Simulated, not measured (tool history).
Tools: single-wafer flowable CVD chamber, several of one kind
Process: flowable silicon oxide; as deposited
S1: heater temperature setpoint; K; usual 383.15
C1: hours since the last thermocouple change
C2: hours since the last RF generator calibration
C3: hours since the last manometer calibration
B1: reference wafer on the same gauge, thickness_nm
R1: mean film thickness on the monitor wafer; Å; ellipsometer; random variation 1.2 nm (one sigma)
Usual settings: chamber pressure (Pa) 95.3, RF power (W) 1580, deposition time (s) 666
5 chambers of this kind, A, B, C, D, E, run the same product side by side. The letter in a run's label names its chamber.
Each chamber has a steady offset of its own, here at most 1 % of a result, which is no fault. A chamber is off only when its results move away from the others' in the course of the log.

Run 1A, hour 11.2: usual settings; C1 915.6; C2 1864.9; C3 235; B1 192.98. Result: R1 2356.6 Å.
At hour 16.5: chamber D: capacitance manometer re-zeroed and calibrated.
Run 2E, hour 21.9: usual settings; C1 568.2; C2 346.1; C3 1458.3; B1 193.03. Result: R1 2335.5 Å.
Run 3D, hour 32.6: usual settings; C1 1288.2; C2 2265.9; C3 16.2; B1 193.35. Result: R1 2400.2 Å.
Run 4B, hour 41.5: usual settings; C1 997.5; C2 928.9; C3 64.4; B1 192.95. Result: R1 2366.3 Å.
Run 5C, hour 54.9: usual settings; C1 1730.8; C2 1390.1; C3 2426.8; B1 192.98. Result: R1 2371.6 Å.
Run 6C, hour 63.9: usual settings; C1 1739.8; C2 1399.1; C3 2435.8; B1 193.09. Result: R1 2375.4 Å.
Run 7E, hour 76.5: usual settings but S1 370.15 K; C1 622.8; C2 400.7; C3 1512.9; B1 192.82. Result: R1 3644.1 Å.
At hour 77.4: chamber D: thermocouple changed; heater temperature recalibrated.
Run 8A, hour 84.6: usual settings but S1 370.15 K; C1 989; C2 1938.3; C3 308.4; B1 193. Result: R1 3599.6 Å.
Run 9D, hour 93.6: usual settings but S1 370.15 K; C1 16.2; C2 2326.9; C3 77.2; B1 192.74. Result: R1 3633.2 Å.
Run 10B, hour 101.8: usual settings but S1 370.15 K; C1 1057.8; C2 989.2; C3 124.7; B1 193.15. Result: R1 3613.1 Å.
Run 11B, hour 115.7: usual settings but S1 370.15 K; C1 1071.7; C2 1003.1; C3 138.6; B1 192.7. Result: R1 3626.4 Å.
Run 12A, hour 129.2: usual settings; C1 1033.6; C2 1982.9; C3 353; B1 193. Result: R1 2351.4 Å.
Run 13E, hour 140.2: usual settings but chamber pressure (Pa) 81.6; C1 686.5; C2 464.4; C3 1576.6; B1 193.1. Result: R1 1913.3 Å.
Run 14D, hour 153.8: usual settings but chamber pressure (Pa) 81.6; C1 76.4; C2 2387.1; C3 137.4; B1 193.05. Result: R1 1907.2 Å.
Run 15C, hour 162.6: usual settings but chamber pressure (Pa) 81.6; C1 1838.5; C2 1497.8; C3 2534.5; B1 192.96. Result: R1 1924 Å.
Run 16B, hour 172.8: usual settings but chamber pressure (Pa) 81.6; C1 1128.8; C2 1060.2; C3 195.7; B1 192.97. Result: R1 1902 Å.
Run 17C, hour 180.3: usual settings but chamber pressure (Pa) 81.6; C1 1856.2; C2 1515.5; C3 2552.2; B1 192.93. Result: R1 1933.1 Å.
Run 18D, hour 191: usual settings; C1 113.6; C2 2424.3; C3 174.6; B1 192.99. Result: R1 2375 Å.
Run 19A, hour 204.3: usual settings; C1 1108.7; C2 2058; C3 428.1; B1 193.16. Result: R1 2347.6 Å.
Run 20E, hour 218.2: usual settings; C1 764.5; C2 542.4; C3 1654.6; B1 193.16. Result: R1 2361.6 Å.
Run 21B, hour 224.8: usual settings; C1 1180.8; C2 1112.2; C3 247.7; B1 193.02. Result: R1 2337.7 Å.
Run 22A, hour 233.2: usual settings; C1 1137.6; C2 2086.9; C3 457; B1 193.06. Result: R1 2355.2 Å.
Run 23C, hour 243.6: usual settings; C1 1919.5; C2 1578.8; C3 2615.5; B1 193.12. Result: R1 2429.5 Å.
Run 24E, hour 251: usual settings; C1 797.3; C2 575.2; C3 1687.4; B1 192.97. Result: R1 2338.5 Å.
Run 25D, hour 259.4: usual settings but deposition time (s) 756; C1 182; C2 2492.7; C3 243; B1 193.26. Result: R1 2682 Å.
Run 26D, hour 266.8: usual settings but deposition time (s) 756; C1 189.4; C2 2500.1; C3 250.4; B1 192.88. Result: R1 2723.7 Å.
Run 27A, hour 276.7: usual settings but deposition time (s) 756; C1 1181.1; C2 2130.4; C3 500.5; B1 192.84. Result: R1 2672.5 Å.
At hour 282: chamber D: RF generator calibrated.
Run 28E, hour 287.8: usual settings but deposition time (s) 756; C1 834.1; C2 612; C3 1724.2; B1 192.95. Result: R1 2659.6 Å.
Run 29B, hour 298.1: usual settings but deposition time (s) 756; C1 1254.1; C2 1185.5; C3 321; B1 193.18. Result: R1 2679.3 Å.
At hour 301.8: chamber A: thermocouple changed; heater temperature recalibrated.
Run 30C, hour 309.2: usual settings; C1 1985.1; C2 1644.4; C3 2681.1; B1 193.17. Result: R1 2453.8 Å.
Run 31E, hour 321.7: usual settings but chamber pressure (Pa) 108.4, RF power (W) 1805; C1 868; C2 645.9; C3 1758.1; B1 192.99. Result: R1 2888 Å.
Run 32A, hour 334.3: usual settings but chamber pressure (Pa) 108.4, RF power (W) 1805; C1 32.5; C2 2188; C3 558.1; B1 193.03. Result: R1 2877.6 Å.
Run 33B, hour 345.6: usual settings but chamber pressure (Pa) 108.4, RF power (W) 1805; C1 1301.6; C2 1233; C3 368.5; B1 192.71. Result: R1 2926.9 Å.
Run 34C, hour 355.4: usual settings but chamber pressure (Pa) 108.4, RF power (W) 1805; C1 2031.3; C2 1690.6; C3 2727.3; B1 193.1. Result: R1 3049.5 Å.
At hour 358.2: chamber A: RF generator calibrated.
Run 35D, hour 368.4: usual settings but chamber pressure (Pa) 108.4, RF power (W) 1805; C1 291; C2 86.4; C3 352; B1 192.9. Result: R1 2948.2 Å.
Run 36E, hour 378: usual settings; C1 924.3; C2 702.2; C3 1814.4; B1 193.19. Result: R1 2337.2 Å.
Run 37C, hour 389.3: usual settings; C1 2065.2; C2 1724.5; C3 2761.2; B1 192.89. Result: R1 2506.8 Å.
Run 38D, hour 398.2: usual settings; C1 320.8; C2 116.2; C3 381.8; B1 193.1. Result: R1 2380.4 Å.
Run 39B, hour 411.6: usual settings; C1 1367.6; C2 1299; C3 434.5; B1 192.97. Result: R1 2357.5 Å.
At hour 415.5: chamber C: capacitance manometer re-zeroed and calibrated.
Run 40A, hour 419: usual settings; C1 117.2; C2 60.8; C3 642.8; B1 193.01. Result: R1 2363.7 Å.
Run 41E, hour 432.2: usual settings; C1 978.5; C2 756.4; C3 1868.6; B1 193.07. Result: R1 2362.6 Å.
Run 42D, hour 438.5: usual settings but S1 394.15 K, deposition time (s) 611; C1 361.1; C2 156.5; C3 422.1; B1 193.07. Result: R1 1541.3 Å.
Run 43C, hour 448.7: usual settings but S1 394.15 K, deposition time (s) 611; C1 2124.6; C2 1783.9; C3 33.3; B1 193.08. Result: R1 1631 Å.

Next, every chamber runs the same settings. What will each give?
Run 44A, hour 459.2: usual settings. Result: R1 ?.
Run 44B, hour 459.2: usual settings. Result: R1 ?.
Run 44C, hour 459.2: usual settings. Result: R1 ?.
Run 44D, hour 459.2: usual settings. Result: R1 ?.
Run 44E, hour 459.2: usual settings. Result: R1 ?.

run      R1
44A  2339.3
44B  2368.3
44C  2515.3
44D  2370.3
44E  2343.7

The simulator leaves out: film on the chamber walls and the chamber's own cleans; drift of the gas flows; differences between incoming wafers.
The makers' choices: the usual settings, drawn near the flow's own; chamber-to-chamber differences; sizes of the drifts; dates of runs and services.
